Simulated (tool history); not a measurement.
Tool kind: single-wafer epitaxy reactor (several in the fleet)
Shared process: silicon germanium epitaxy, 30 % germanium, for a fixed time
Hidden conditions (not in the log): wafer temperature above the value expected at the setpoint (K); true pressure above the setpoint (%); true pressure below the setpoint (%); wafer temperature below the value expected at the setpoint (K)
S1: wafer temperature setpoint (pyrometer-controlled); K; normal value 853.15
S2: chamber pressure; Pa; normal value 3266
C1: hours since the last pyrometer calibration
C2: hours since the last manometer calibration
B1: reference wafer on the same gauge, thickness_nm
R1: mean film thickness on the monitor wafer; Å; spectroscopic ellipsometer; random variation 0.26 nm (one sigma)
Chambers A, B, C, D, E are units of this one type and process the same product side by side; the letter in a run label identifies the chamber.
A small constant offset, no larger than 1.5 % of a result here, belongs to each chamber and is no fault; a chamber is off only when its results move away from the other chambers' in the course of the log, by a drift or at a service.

Run 1C, hour 7.2: usual settings; C1 1283.2; C2 838; B1 46.938. Result: R1 439.61 Å.
Run 2A, hour 19.1: usual settings; C1 935.1; C2 24.6; B1 46.919. Result: R1 441.38 Å.
Run 3D, hour 27.3: usual settings; C1 1672.7; C2 731.2; B1 46.929. Result: R1 436.99 Å.
Run 4B, hour 37.7: usual settings; C1 1686.2; C2 363; B1 46.949. Result: R1 435.33 Å.
Run 5E, hour 51.7: usual settings; C1 174.3; C2 479.4; B1 46.9. Result: R1 444.75 Å.
Run 6A, hour 65.9: usual settings; C1 981.9; C2 71.4; B1 46.988. Result: R1 445.68 Å.
Run 7E, hour 75.9: usual settings; C1 198.5; C2 503.6; B1 46.875. Result: R1 444.52 Å.
Run 8D, hour 89.1: usual settings; C1 1734.5; C2 793; B1 46.836. Result: R1 440.33 Å.
Run 9C, hour 98.8: usual settings; C1 1374.8; C2 929.6; B1 46.935. Result: R1 440.24 Å.
Run 10B, hour 109.2: usual settings but S2 3586 Pa; C1 1757.7; C2 434.5; B1 46.898. Result: R1 445.49 Å.
Run 11E, hour 118.2: usual settings but S2 3586 Pa; C1 240.8; C2 545.9; B1 46.86. Result: R1 463.09 Å.
Run 12A, hour 129: usual settings but S2 3586 Pa; C1 1045; C2 134.5; B1 46.9. Result: R1 462.02 Å.
At hour 131.6: chamber A: pyrometer calibrated.
At hour 133.5: chamber C: pyrometer calibrated.
At hour 134.4: chamber D: pyrometer calibrated.
Run 13C, hour 139.5: usual settings but S2 3586 Pa; C1 6; C2 970.3; B1 46.886. Result: R1 460.24 Å.
Run 14D, hour 154.2: usual settings but S2 3586 Pa; C1 19.8; C2 858.1; B1 46.777. Result: R1 475.31 Å.
Run 15B, hour 162.7: usual settings; C1 1811.2; C2 488; B1 46.892. Result: R1 430.72 Å.
Run 16C, hour 169.9: usual settings; C1 36.4; C2 1000.7; B1 46.879. Result: R1 439.99 Å.
Run 17A, hour 178.8: usual settings; C1 47.3; C2 184.3; B1 46.883. Result: R1 439.31 Å.
At hour 179.8: chamber B: pyrometer calibrated.
Run 18D, hour 187: usual settings; C1 52.6; C2 890.9; B1 46.878. Result: R1 459.68 Å.
Run 19E, hour 202: usual settings; C1 324.6; C2 629.7; B1 46.967. Result: R1 443.66 Å.
Run 20B, hour 213: usual settings; C1 33.2; C2 538.3; B1 46.848. Result: R1 433.68 Å.
Run 21A, hour 222.8: usual settings; C1 91.3; C2 228.3; B1 46.867. Result: R1 442.61 Å.
Run 22B, hour 233.2: usual settings; C1 53.4; C2 558.5; B1 46.855. Result: R1 434.48 Å.
Run 23E, hour 247.9: usual settings; C1 370.5; C2 675.6; B1 46.936. Result: R1 449.42 Å.
Run 24D, hour 259.4: usual settings; C1 125; C2 963.3; B1 46.944. Result: R1 459.64 Å.
Run 25C, hour 270.2: usual settings; C1 136.7; C2 1101; B1 46.877. Result: R1 442.47 Å.
Run 26A, hour 284.8: usual settings; C1 153.3; C2 290.3; B1 46.962. Result: R1 441.35 Å.
Run 27D, hour 299: usual settings; C1 164.6; C2 1002.9; B1 46.988. Result: R1 461.94 Å.
Run 28C, hour 310.3: usual settings; C1 176.8; C2 1141.1; B1 46.903. Result: R1 439.9 Å.
Run 29E, hour 324.2: usual settings; C1 446.8; C2 751.9; B1 46.906. Result: R1 447.74 Å.
Run 30B, hour 334.9: usual settings; C1 155.1; C2 660.2; B1 46.933. Result: R1 430.59 Å.
Run 31D, hour 346.4: usual settings; C1 212; C2 1050.3; B1 46.912. Result: R1 462.85 Å.
Run 32C, hour 359.4: usual settings; C1 225.9; C2 1190.2; B1 46.984. Result: R1 441.59 Å.
Run 33E, hour 368.4: usual settings; C1 491; C2 796.1; B1 46.98. Result: R1 446.39 Å.
Run 34A, hour 375.3: usual settings; C1 243.8; C2 380.8; B1 46.971. Result: R1 443.28 Å.
Run 35B, hour 388.8: usual settings but S1 859.15 K, S2 2826 Pa; C1 209; C2 714.1; B1 46.905. Result: R1 460.12 Å.
Run 36A, hour 398.5: usual settings but S1 859.15 K, S2 2826 Pa; C1 267; C2 404; B1 46.946. Result: R1 471.4 Å.
Run 37E, hour 413.5: usual settings but S1 859.15 K, S2 2826 Pa; C1 536.1; C2 841.2; B1 46.9. Result: R1 474.95 Å.
Run 38C, hour 424.4: usual settings but S1 859.15 K, S2 2826 Pa; C1 290.9; C2 1255.2; B1 46.867. Result: R1 464.23 Å.

Does one chamber stand apart from the rest, does the shared gauge drift, or is all well apart from small per-chamber offsets? Give the chamber and the most likely cause, where there is one.

The work done on chamber D during a service left it standing apart from the others.
What lies behind it: wafer temperature above the value expected at the setpoint (K) = 2.86.

Chamber D could run next with any of the 4 candidate recipes listed below; each alters the usual settings, and their results appear as question marks. Which one brings its results back in line with what the other chambers deliver on the usual settings?
Allowed miss from the other chambers' usual-settings mean, per result, to count as in line: R1 9 Å
Run 39D-1, hour 435.5: usual settings but S2 2880 Pa. Result: R1 ?.
Run 39D-2, hour 435.5: usual settings but S2 3346 Pa. Result: R1 ?.
Run 39D-3, hour 435.5: usual settings but S2 3186 Pa. Result: R1 ?.
Run 39D-4, hour 435.5: usual settings but S2 3653 Pa. Result: R1 ?.

Average result of the remaining chambers running the usual settings: R1 440.69 Å
  run      R1
39D-1  437.99
39D-2  465.14
39D-3   456.1
39D-4  481.76
It is 39D-1 that realigns the chamber with its peers.

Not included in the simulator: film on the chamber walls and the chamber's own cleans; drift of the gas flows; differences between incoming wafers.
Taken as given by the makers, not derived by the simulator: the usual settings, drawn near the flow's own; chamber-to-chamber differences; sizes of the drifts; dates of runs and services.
